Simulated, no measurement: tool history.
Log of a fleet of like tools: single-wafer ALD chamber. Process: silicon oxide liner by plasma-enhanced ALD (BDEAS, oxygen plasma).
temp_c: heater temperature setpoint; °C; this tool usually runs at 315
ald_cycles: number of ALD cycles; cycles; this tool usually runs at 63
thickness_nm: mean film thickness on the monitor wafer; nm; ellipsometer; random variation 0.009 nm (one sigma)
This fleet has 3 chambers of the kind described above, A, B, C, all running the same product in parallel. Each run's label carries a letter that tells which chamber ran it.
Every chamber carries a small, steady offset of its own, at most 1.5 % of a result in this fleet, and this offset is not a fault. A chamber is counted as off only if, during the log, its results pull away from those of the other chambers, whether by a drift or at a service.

run,hour,temp_c,ald_cycles,"read-back reference wafer on the same gauge, thickness_nm",thickness_nm
1C,6.6,315,63,4.7089,5.7958
2B,19.2,315,63,4.7075,5.7567
3A,31,315,63,4.7049,5.765
4A,38.5,315,63,4.7038,5.7615
5B,49.3,315,63,4.7044,5.7385
6C,55.3,315,63,4.7019,5.7825
7B,61.9,310,71,4.7013,6.5034
8C,75.2,310,71,4.7001,6.5729
9A,83.6,310,71,4.7,6.5288
10A,91.6,315,63,4.6986,5.7559
11C,99,326,63,4.6957,5.6973
12B,109.7,326,63,4.6948,5.6475
13B,116.7,326,63,4.6963,5.6303
14A,126.1,327,71,4.6949,6.3533
15C,134.9,327,71,4.694,6.4052
16C,145.6,327,71,4.6901,6.3928
17A,156.6,315,63,4.6913,5.7352
18B,170.1,315,63,4.689,5.7318
19B,178.5,315,63,4.6872,5.7432
20A,186.8,315,63,4.6856,5.7351
21C,195.2,315,63,4.6849,5.7817
22B,204.4,315,63,4.6812,5.7101
23A,211.6,315,63,4.6844,5.7388
24C,222.4,315,63,4.6794,5.7595
25B,231.9,315,63,4.6805,5.7075

Decide between three cases: one chamber stands off from its peers, the gauge reading all wafers drifts, or nothing is wrong past each chamber's small offset. Where a chamber is off, say which and what most likely put it there.

The shared gauge is drifting. All chambers look as if they move in step, but none is off.
Cause: gauge reads low (%) = 0.655.
